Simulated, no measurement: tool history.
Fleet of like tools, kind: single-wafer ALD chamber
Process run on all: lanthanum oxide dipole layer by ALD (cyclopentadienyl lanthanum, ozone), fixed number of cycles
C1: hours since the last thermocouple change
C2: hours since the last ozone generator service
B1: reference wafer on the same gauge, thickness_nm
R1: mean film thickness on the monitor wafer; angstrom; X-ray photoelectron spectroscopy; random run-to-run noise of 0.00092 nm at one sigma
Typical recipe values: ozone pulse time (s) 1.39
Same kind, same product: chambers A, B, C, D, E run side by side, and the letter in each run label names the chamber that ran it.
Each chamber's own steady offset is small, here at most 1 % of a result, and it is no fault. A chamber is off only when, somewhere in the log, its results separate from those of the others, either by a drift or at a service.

{"hour": 6.4, "done": "chamber E: ozone generator serviced"}
{"hour": 11.9, "done": "chamber D: ozone generator serviced"}
{"run": "1E", "hour": 14.2, "ozone pulse time (s)": 1.39, "C1": 991.4, "C2": 7.8, "B1": 0.60595, "R1": 5.4611}
{"run": "2D", "hour": 20.8, "ozone pulse time (s)": 1.39, "C1": 79, "C2": 9, "B1": 0.60578, "R1": 5.4338}
{"run": "3C", "hour": 30.7, "ozone pulse time (s)": 1.39, "C1": 1077.3, "C2": 35.2, "B1": 0.60563, "R1": 5.4342}
{"run": "4A", "hour": 40.7, "ozone pulse time (s)": 1.39, "C1": 622.3, "C2": 809.5, "B1": 0.60559, "R1": 5.4023}
{"run": "5B", "hour": 48.0, "ozone pulse time (s)": 1.39, "C1": 122.9, "C2": 387.5, "B1": 0.6058, "R1": 5.4289}
{"run": "6E", "hour": 57.2, "ozone pulse time (s)": 1.39, "C1": 1034.4, "C2": 50.8, "B1": 0.60564, "R1": 5.4495}
{"run": "7A", "hour": 67.5, "ozone pulse time (s)": 1.39, "C1": 649.1, "C2": 836.3, "B1": 0.60538, "R1": 5.3977}
{"run": "8C", "hour": 78.9, "ozone pulse time (s)": 1.39, "C1": 1125.5, "C2": 83.4, "B1": 0.60532, "R1": 5.4089}
{"run": "9D", "hour": 85.9, "ozone pulse time (s)": 1.39, "C1": 144.1, "C2": 74.1, "B1": 0.60552, "R1": 5.44}
{"run": "10B", "hour": 95.7, "ozone pulse time (s)": 1.39, "C1": 170.6, "C2": 435.2, "B1": 0.60486, "R1": 5.4394}
{"run": "11D", "hour": 105.6, "ozone pulse time (s)": 1.39, "C1": 163.8, "C2": 93.8, "B1": 0.60489, "R1": 5.4157}
{"run": "12E", "hour": 114.8, "ozone pulse time (s)": 1.21, "C1": 1092, "C2": 108.4, "B1": 0.60499, "R1": 5.305}
{"run": "13A", "hour": 127.2, "ozone pulse time (s)": 1.21, "C1": 708.8, "C2": 896, "B1": 0.60452, "R1": 5.2061}
{"hour": 132.6, "done": "chamber C: thermocouple changed; heater temperature recalibrated"}
{"run": "14C", "hour": 140.6, "ozone pulse time (s)": 1.21, "C1": 8, "C2": 145.1, "B1": 0.60455, "R1": 5.2526}
{"run": "15B", "hour": 149.9, "ozone pulse time (s)": 1.21, "C1": 224.8, "C2": 489.4, "B1": 0.60464, "R1": 5.2734}
{"run": "16B", "hour": 161.0, "ozone pulse time (s)": 1.21, "C1": 235.9, "C2": 500.5, "B1": 0.60455, "R1": 5.2624}
{"run": "17C", "hour": 171.5, "ozone pulse time (s)": 1.39, "C1": 38.9, "C2": 176, "B1": 0.60473, "R1": 5.4341}
{"run": "18E", "hour": 185.2, "ozone pulse time (s)": 1.39, "C1": 1162.4, "C2": 178.8, "B1": 0.60423, "R1": 5.4469}
{"run": "19A", "hour": 195.3, "ozone pulse time (s)": 1.39, "C1": 776.9, "C2": 964.1, "B1": 0.604, "R1": 5.3763}
{"run": "20D", "hour": 203.0, "ozone pulse time (s)": 1.39, "C1": 261.2, "C2": 191.2, "B1": 0.60401, "R1": 5.4015}
{"run": "21A", "hour": 214.0, "ozone pulse time (s)": 0.85, "C1": 795.6, "C2": 982.8, "B1": 0.60405, "R1": 4.6533}
{"run": "22C", "hour": 227.2, "ozone pulse time (s)": 0.85, "C1": 94.6, "C2": 231.7, "B1": 0.60399, "R1": 4.7373}
{"run": "23B", "hour": 239.4, "ozone pulse time (s)": 0.85, "C1": 314.3, "C2": 578.9, "B1": 0.60379, "R1": 4.7287}
{"run": "24E", "hour": 248.4, "ozone pulse time (s)": 0.85, "C1": 1225.6, "C2": 242, "B1": 0.60334, "R1": 4.7335}
{"run": "25D", "hour": 258.1, "ozone pulse time (s)": 0.85, "C1": 316.3, "C2": 246.3, "B1": 0.60352, "R1": 4.7022}
{"run": "26D", "hour": 266.7, "ozone pulse time (s)": 1.39, "C1": 324.9, "C2": 254.9, "B1": 0.60348, "R1": 5.4255}
{"run": "27B", "hour": 279.6, "ozone pulse time (s)": 1.39, "C1": 354.5, "C2": 619.1, "B1": 0.60337, "R1": 5.4143}
{"run": "28E", "hour": 293.8, "ozone pulse time (s)": 1.39, "C1": 1271, "C2": 287.4, "B1": 0.60317, "R1": 5.4415}
{"run": "29A", "hour": 302.3, "ozone pulse time (s)": 1.39, "C1": 883.9, "C2": 1071.1, "B1": 0.60281, "R1": 5.3561}
{"run": "30C", "hour": 309.1, "ozone pulse time (s)": 1.39, "C1": 176.5, "C2": 313.6, "B1": 0.60326, "R1": 5.3937}
{"run": "31B", "hour": 320.5, "ozone pulse time (s)": 1.12, "C1": 395.4, "C2": 660, "B1": 0.60277, "R1": 5.1666}
{"run": "32A", "hour": 331.7, "ozone pulse time (s)": 1.12, "C1": 913.3, "C2": 1100.5, "B1": 0.60284, "R1": 5.0945}
{"run": "33C", "hour": 342.8, "ozone pulse time (s)": 1.12, "C1": 210.2, "C2": 347.3, "B1": 0.60289, "R1": 5.149}
{"run": "34E", "hour": 349.2, "ozone pulse time (s)": 1.12, "C1": 1326.4, "C2": 342.8, "B1": 0.60257, "R1": 5.1637}
{"run": "35D", "hour": 363.7, "ozone pulse time (s)": 1.12, "C1": 421.9, "C2": 351.9, "B1": 0.60247, "R1": 5.1561}
{"run": "36B", "hour": 376.6, "ozone pulse time (s)": 1.39, "C1": 451.5, "C2": 716.1, "B1": 0.60226, "R1": 5.4034}
{"run": "37E", "hour": 387.6, "ozone pulse time (s)": 1.39, "C1": 1364.8, "C2": 381.2, "B1": 0.60259, "R1": 5.4294}
{"run": "38A", "hour": 396.7, "ozone pulse time (s)": 1.39, "C1": 978.3, "C2": 1165.5, "B1": 0.60237, "R1": 5.3547}
{"run": "39D", "hour": 410.1, "ozone pulse time (s)": 1.39, "C1": 468.3, "C2": 398.3, "B1": 0.60212, "R1": 5.3922}
{"run": "40C", "hour": 420.4, "ozone pulse time (s)": 1.39, "C1": 287.8, "C2": 424.9, "B1": 0.60217, "R1": 5.3967}
{"run": "41D", "hour": 432.1, "ozone pulse time (s)": 1.39, "C1": 490.3, "C2": 420.3, "B1": 0.602, "R1": 5.398}

Read the log: is a single chamber off, either drifting away or since a service, is the gauge that measures every chamber drifting, or is nothing wrong beyond small per-chamber offsets? Name any odd chamber and what most likely caused it.

None of the chambers is off. What moves is the gauge, dragging all their readings along together.
Likeliest cause: gauge reads low (%) = 0.695.

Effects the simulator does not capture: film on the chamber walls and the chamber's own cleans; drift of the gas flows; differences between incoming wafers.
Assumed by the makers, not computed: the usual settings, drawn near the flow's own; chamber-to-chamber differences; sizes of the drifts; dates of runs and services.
